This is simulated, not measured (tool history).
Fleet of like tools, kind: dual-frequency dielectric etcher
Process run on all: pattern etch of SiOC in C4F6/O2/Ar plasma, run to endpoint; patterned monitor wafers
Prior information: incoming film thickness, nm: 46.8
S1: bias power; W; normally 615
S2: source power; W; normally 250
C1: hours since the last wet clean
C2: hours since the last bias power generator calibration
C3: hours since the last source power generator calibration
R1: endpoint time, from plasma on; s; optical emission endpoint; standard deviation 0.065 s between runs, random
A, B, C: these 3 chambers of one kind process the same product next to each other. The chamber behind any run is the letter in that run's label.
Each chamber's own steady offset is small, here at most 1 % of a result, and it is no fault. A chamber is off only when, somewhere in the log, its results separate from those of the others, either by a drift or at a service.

{"run": "1B", "hour": 3.9, "S1": 615, "S2": 250, "C1": 107.9, "C2": 257.8, "C3": 3560.1, "R1": 17.296}
{"run": "2A", "hour": 7.0, "S1": 615, "S2": 250, "C1": 402.1, "C2": 848.5, "C3": 880.1, "R1": 17.422}
{"run": "3C", "hour": 12.9, "S1": 615, "S2": 250, "C1": 167.4, "C2": 878.0, "C3": 260.1, "R1": 17.23}
{"run": "4C", "hour": 18.6, "S1": 615, "S2": 250, "C1": 173.1, "C2": 883.7, "C3": 265.8, "R1": 17.279}
{"run": "5A", "hour": 22.6, "S1": 615, "S2": 250, "C1": 417.7, "C2": 864.1, "C3": 895.7, "R1": 17.477}
{"run": "6B", "hour": 25.9, "S1": 615, "S2": 220, "C1": 129.9, "C2": 279.8, "C3": 3582.1, "R1": 17.931}
{"run": "7A", "hour": 29.0, "S1": 615, "S2": 220, "C1": 424.1, "C2": 870.5, "C3": 902.1, "R1": 18.254}
{"run": "8B", "hour": 32.9, "S1": 615, "S2": 220, "C1": 136.9, "C2": 286.8, "C3": 3589.1, "R1": 18.021}
{"run": "9C", "hour": 37.3, "S1": 677, "S2": 230, "C1": 191.8, "C2": 902.4, "C3": 284.5, "R1": 17.071}
{"run": "10B", "hour": 40.2, "S1": 677, "S2": 230, "C1": 144.2, "C2": 294.1, "C3": 3596.4, "R1": 16.957}
{"run": "11C", "hour": 45.0, "S1": 677, "S2": 230, "C1": 199.5, "C2": 910.1, "C3": 292.2, "R1": 17.163}
{"hour": 49.8, "done": "chamber A: wet clean of the chamber"}
{"run": "12A", "hour": 51.1, "S1": 615, "S2": 250, "C1": 1.3, "C2": 892.6, "C3": 924.2, "R1": 17.997}
{"run": "13C", "hour": 56.5, "S1": 615, "S2": 250, "C1": 211.0, "C2": 921.6, "C3": 303.7, "R1": 17.156}
{"run": "14A", "hour": 61.8, "S1": 615, "S2": 250, "C1": 12.0, "C2": 903.3, "C3": 934.9, "R1": 17.928}
{"run": "15B", "hour": 66.8, "S1": 615, "S2": 250, "C1": 170.8, "C2": 320.7, "C3": 3623.0, "R1": 17.133}
{"run": "16A", "hour": 73.4, "S1": 615, "S2": 250, "C1": 23.6, "C2": 914.9, "C3": 946.5, "R1": 17.91}
{"run": "17B", "hour": 77.2, "S1": 615, "S2": 250, "C1": 181.2, "C2": 331.1, "C3": 3633.4, "R1": 17.132}
{"run": "18C", "hour": 83.6, "S1": 615, "S2": 250, "C1": 238.1, "C2": 948.7, "C3": 330.8, "R1": 17.253}
{"run": "19B", "hour": 88.0, "S1": 615, "S2": 250, "C1": 192.0, "C2": 341.9, "C3": 3644.2, "R1": 17.149}
{"run": "20A", "hour": 93.1, "S1": 615, "S2": 220, "C1": 43.3, "C2": 934.6, "C3": 966.2, "R1": 18.832}
{"run": "21C", "hour": 99.3, "S1": 615, "S2": 220, "C1": 253.8, "C2": 964.4, "C3": 346.5, "R1": 18.046}
{"run": "22A", "hour": 103.3, "S1": 615, "S2": 220, "C1": 53.5, "C2": 944.8, "C3": 976.4, "R1": 18.885}
{"run": "23C", "hour": 106.9, "S1": 615, "S2": 250, "C1": 261.4, "C2": 972.0, "C3": 354.1, "R1": 17.238}
{"run": "24B", "hour": 110.1, "S1": 615, "S2": 250, "C1": 214.1, "C2": 364.0, "C3": 3666.3, "R1": 17.095}

Next, every chamber runs the same settings. What will each give?
{"run": "25A", "hour": 114.8, "S1": 615, "S2": 300, "R1": "?"}
{"run": "25B", "hour": 114.8, "S1": 615, "S2": 300, "R1": "?"}
{"run": "25C", "hour": 114.8, "S1": 615, "S2": 300, "R1": "?"}

run=25A R1=16.735
run=25B R1=16.037
run=25C R1=16.095
